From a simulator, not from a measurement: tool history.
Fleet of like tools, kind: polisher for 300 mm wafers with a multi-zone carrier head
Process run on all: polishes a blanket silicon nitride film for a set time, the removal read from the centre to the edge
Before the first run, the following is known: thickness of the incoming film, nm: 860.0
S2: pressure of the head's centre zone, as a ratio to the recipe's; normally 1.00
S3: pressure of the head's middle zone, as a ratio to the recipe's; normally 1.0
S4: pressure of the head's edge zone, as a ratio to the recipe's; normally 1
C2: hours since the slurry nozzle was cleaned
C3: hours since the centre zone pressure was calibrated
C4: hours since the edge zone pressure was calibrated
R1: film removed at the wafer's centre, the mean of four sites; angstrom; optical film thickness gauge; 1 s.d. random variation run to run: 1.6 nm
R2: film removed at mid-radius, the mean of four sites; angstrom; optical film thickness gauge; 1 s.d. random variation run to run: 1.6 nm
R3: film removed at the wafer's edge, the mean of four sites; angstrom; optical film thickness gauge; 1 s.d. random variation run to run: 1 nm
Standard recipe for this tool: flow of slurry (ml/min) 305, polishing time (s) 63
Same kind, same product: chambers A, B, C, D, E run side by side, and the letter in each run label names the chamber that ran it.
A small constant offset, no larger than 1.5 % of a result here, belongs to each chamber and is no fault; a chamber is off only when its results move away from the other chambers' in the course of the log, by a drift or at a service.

Run 1C, hour 5.7: usual settings; wafers polished on this pad 406; C2 93.5; C3 556.8; C4 164.6. Result: R1 1496.4 angstrom, R2 1481.0 angstrom, R3 1476.0 angstrom.
Run 2B, hour 9.6: usual settings; wafers polished on this pad 1289; C2 413.6; C3 950.9; C4 609.2. Result: R1 1472.6 angstrom, R2 1466.2 angstrom, R3 1476.0 angstrom.
At hour 10.7: chamber B: worn pad replaced by a new one.
Run 3D, hour 13.2: usual settings; wafers polished on this pad 711; C2 337.0; C3 429.6; C4 456.4. Result: R1 1441.8 angstrom, R2 1469.4 angstrom, R3 1487.8 angstrom.
Run 4E, hour 17.6: usual settings; wafers polished on this pad 1205; C2 330.1; C3 1054.2; C4 54.4. Result: R1 1436.9 angstrom, R2 1454.0 angstrom, R3 1451.8 angstrom.
At hour 18.3: chamber E: worn pad replaced by a new one.
Run 5A, hour 23.0: usual settings but S2 0.89; wafers polished on this pad 650; C2 212.5; C3 379.6; C4 1084.9. Result: R1 1254.5 angstrom, R2 1446.4 angstrom, R3 1443.4 angstrom.
At hour 23.1: chamber D: worn pad replaced by a new one.
Run 6E, hour 28.5: usual settings but S2 0.89; wafers polished on this pad 113; C2 341.0; C3 1065.1; C4 65.3. Result: R1 1271.6 angstrom, R2 1452.8 angstrom, R3 1452.0 angstrom.
At hour 34.2: chamber C: worn pad replaced by a new one.
Run 7B, hour 35.2: usual settings but S2 0.89; wafers polished on this pad 272; C2 439.2; C3 976.5; C4 634.8. Result: R1 1282.5 angstrom, R2 1479.9 angstrom, R3 1469.6 angstrom.
Run 8D, hour 40.5: usual settings but S2 0.89; wafers polished on this pad 194; C2 364.3; C3 456.9; C4 483.7. Result: R1 1270.1 angstrom, R2 1454.2 angstrom, R3 1476.5 angstrom.
At hour 40.6: chamber B: slurry nozzle cleaned.
Run 9A, hour 46.8: usual settings but S2 0.89; wafers polished on this pad 915; C2 236.3; C3 403.4; C4 1108.7. Result: R1 1281.2 angstrom, R2 1491.0 angstrom, R3 1451.9 angstrom.
Run 10C, hour 50.4: usual settings; wafers polished on this pad 180; C2 138.2; C3 601.5; C4 209.3. Result: R1 1471.7 angstrom, R2 1495.4 angstrom, R3 1457.9 angstrom.
At hour 54.2: chamber E: centre zone pressure recalibrated.
Run 11B, hour 55.8: usual settings; wafers polished on this pad 501; C2 15.3; C3 997.1; C4 655.4. Result: R1 1491.8 angstrom, R2 1470.7 angstrom, R3 1462.7 angstrom.
Run 12D, hour 59.3: usual settings; wafers polished on this pad 402; C2 383.1; C3 475.7; C4 502.5. Result: R1 1464.6 angstrom, R2 1465.4 angstrom, R3 1474.2 angstrom.
Run 13E, hour 63.7: usual settings; wafers polished on this pad 504; C2 376.2; C3 9.5; C4 100.5. Result: R1 1465.4 angstrom, R2 1464.2 angstrom, R3 1462.4 angstrom.
Run 14A, hour 68.4: usual settings; wafers polished on this pad 1155; C2 257.9; C3 425.0; C4 1130.3. Result: R1 1485.4 angstrom, R2 1463.6 angstrom, R3 1454.9 angstrom.
Run 15C, hour 74.1: usual settings; wafers polished on this pad 443; C2 161.9; C3 625.2; C4 233.0. Result: R1 1501.7 angstrom, R2 1498.1 angstrom, R3 1458.4 angstrom.
Run 16E, hour 78.5: usual settings; wafers polished on this pad 668; C2 391.0; C3 24.3; C4 115.3. Result: R1 1448.6 angstrom, R2 1471.4 angstrom, R3 1461.7 angstrom.
At hour 79.7: chamber D: slurry nozzle cleaned.
Run 17C, hour 84.5: usual settings; wafers polished on this pad 559; C2 172.3; C3 635.6; C4 243.4. Result: R1 1473.1 angstrom, R2 1514.0 angstrom, R3 1450.8 angstrom.
Run 18D, hour 89.1: usual settings; wafers polished on this pad 734; C2 9.4; C3 505.5; C4 532.3. Result: R1 1469.0 angstrom, R2 1487.9 angstrom, R3 1485.2 angstrom.
At hour 89.9: chamber D: worn pad replaced by a new one.
At hour 93.8: chamber A: worn pad replaced by a new one.
Run 19A, hour 94.7: usual settings; wafers polished on this pad 10; C2 284.2; C3 451.3; C4 1156.6. Result: R1 1477.6 angstrom, R2 1471.5 angstrom, R3 1445.4 angstrom.
At hour 97.1: chamber C: worn pad replaced by a new one.
Run 20B, hour 99.0: usual settings; wafers polished on this pad 981; C2 58.5; C3 1040.3; C4 698.6. Result: R1 1468.9 angstrom, R2 1449.0 angstrom, R3 1465.5 angstrom.
At hour 101.6: chamber B: centre zone pressure recalibrated.
Run 21D, hour 105.3: usual settings; wafers polished on this pad 171; C2 25.6; C3 521.7; C4 548.5. Result: R1 1493.5 angstrom, R2 1440.2 angstrom, R3 1488.4 angstrom.
Run 22B, hour 110.3: usual settings; wafers polished on this pad 1106; C2 69.8; C3 8.8; C4 709.9. Result: R1 1487.9 angstrom, R2 1458.9 angstrom, R3 1465.7 angstrom.
At hour 115.4: chamber B: worn pad replaced by a new one.
Run 23E, hour 116.0: usual settings; wafers polished on this pad 1085; C2 428.5; C3 61.8; C4 152.8. Result: R1 1422.0 angstrom, R2 1467.3 angstrom, R3 1473.4 angstrom.
At hour 117.8: chamber E: worn pad replaced by a new one.
Run 24C, hour 120.1: usual settings; wafers polished on this pad 256; C2 207.9; C3 671.2; C4 279.0. Result: R1 1484.7 angstrom, R2 1476.7 angstrom, R3 1468.6 angstrom.
Run 25A, hour 123.1: usual settings but S2 0.90, S3 0.9; wafers polished on this pad 325; C2 312.6; C3 479.7; C4 1185.0. Result: R1 1293.9 angstrom, R2 1349.1 angstrom, R3 1452.0 angstrom.
Run 26A, hour 128.6: usual settings but S2 0.90, S3 0.9; wafers polished on this pad 387; C2 318.1; C3 485.2; C4 1190.5. Result: R1 1283.3 angstrom, R2 1336.0 angstrom, R3 1456.6 angstrom.
Run 27B, hour 133.8: usual settings but S2 0.90, S3 0.9; wafers polished on this pad 205; C2 93.3; C3 32.3; C4 733.4. Result: R1 1299.6 angstrom, R2 1334.9 angstrom, R3 1483.7 angstrom.
Run 28E, hour 139.6: usual settings but S2 0.90, S3 0.9; wafers polished on this pad 242; C2 452.1; C3 85.4; C4 176.4. Result: R1 1282.4 angstrom, R2 1357.9 angstrom, R3 1464.1 angstrom.
Run 29D, hour 143.0: usual settings but S2 0.90, S3 0.9; wafers polished on this pad 589; C2 63.3; C3 559.4; C4 586.2. Result: R1 1300.5 angstrom, R2 1323.1 angstrom, R3 1480.5 angstrom.
Run 30C, hour 147.1: usual settings; wafers polished on this pad 556; C2 234.9; C3 698.2; C4 306.0. Result: R1 1505.0 angstrom, R2 1452.1 angstrom, R3 1458.0 angstrom.
At hour 147.6: chamber C: worn pad replaced by a new one.
Run 31C, hour 151.3: usual settings but flow of slurry (ml/min) 350, polishing time (s) 82; wafers polished on this pad 41; C2 239.1; C3 702.4; C4 310.2. Result: R1 1929.2 angstrom, R2 1967.9 angstrom, R3 1921.6 angstrom.
Run 32D, hour 155.8: usual settings but flow of slurry (ml/min) 350, polishing time (s) 82; wafers polished on this pad 732; C2 76.1; C3 572.2; C4 599.0. Result: R1 1950.6 angstrom, R2 1924.7 angstrom, R3 1989.3 angstrom.
At hour 158.8: chamber A: slurry nozzle cleaned.
Run 33E, hour 161.4: usual settings but flow of slurry (ml/min) 350, polishing time (s) 82; wafers polished on this pad 484; C2 473.9; C3 107.2; C4 198.2. Result: R1 1879.9 angstrom, R2 1898.9 angstrom, R3 1903.1 angstrom.
Run 34B, hour 165.3: usual settings but flow of slurry (ml/min) 350, polishing time (s) 82; wafers polished on this pad 555; C2 124.8; C3 63.8; C4 764.9. Result: R1 1921.8 angstrom, R2 1891.5 angstrom, R3 1935.0 angstrom.
At hour 165.9: chamber D: worn pad replaced by a new one.
Run 35A, hour 169.8: usual settings but flow of slurry (ml/min) 350, polishing time (s) 82; wafers polished on this pad 844; C2 11.1; C3 526.4; C4 1231.7. Result: R1 1914.2 angstrom, R2 1951.4 angstrom, R3 1933.0 angstrom.
Run 36A, hour 175.4: usual settings; wafers polished on this pad 906; C2 16.7; C3 532.0; C4 1237.3. Result: R1 1433.7 angstrom, R2 1459.9 angstrom, R3 1436.8 angstrom.
Run 37D, hour 179.5: usual settings; wafers polished on this pad 151; C2 99.8; C3 595.9; C4 622.7. Result: R1 1455.6 angstrom, R2 1483.8 angstrom, R3 1509.2 angstrom.
Run 38C, hour 182.5: usual settings; wafers polished on this pad 388; C2 270.3; C3 733.6; C4 341.4. Result: R1 1483.6 angstrom, R2 1523.4 angstrom, R3 1460.9 angstrom.
Run 39B, hour 188.8: usual settings; wafers polished on this pad 816; C2 148.3; C3 87.3; C4 788.4. Result: R1 1430.7 angstrom, R2 1477.2 angstrom, R3 1483.6 angstrom.

Each of the 5 chambers runs these same settings next. Fill in every chamber's results:
Run 40A, hour 193.6: usual settings. Result: R1 ?, R2 ?, R3 ?.
Run 40B, hour 193.6: usual settings. Result: R1 ?, R2 ?, R3 ?.
Run 40C, hour 193.6: usual settings. Result: R1 ?, R2 ?, R3 ?.
Run 40D, hour 193.6: usual settings. Result: R1 ?, R2 ?, R3 ?.
Run 40E, hour 193.6: usual settings. Result: R1 ?, R2 ?, R3 ?.

run      R1      R2      R3
40A  1452.1  1449.6  1439.3
40B  1465.2  1476.0  1457.8
40C  1458.3  1518.4  1477.2
40D  1490.1  1470.7  1487.7
40E  1441.9  1483.3  1476.9
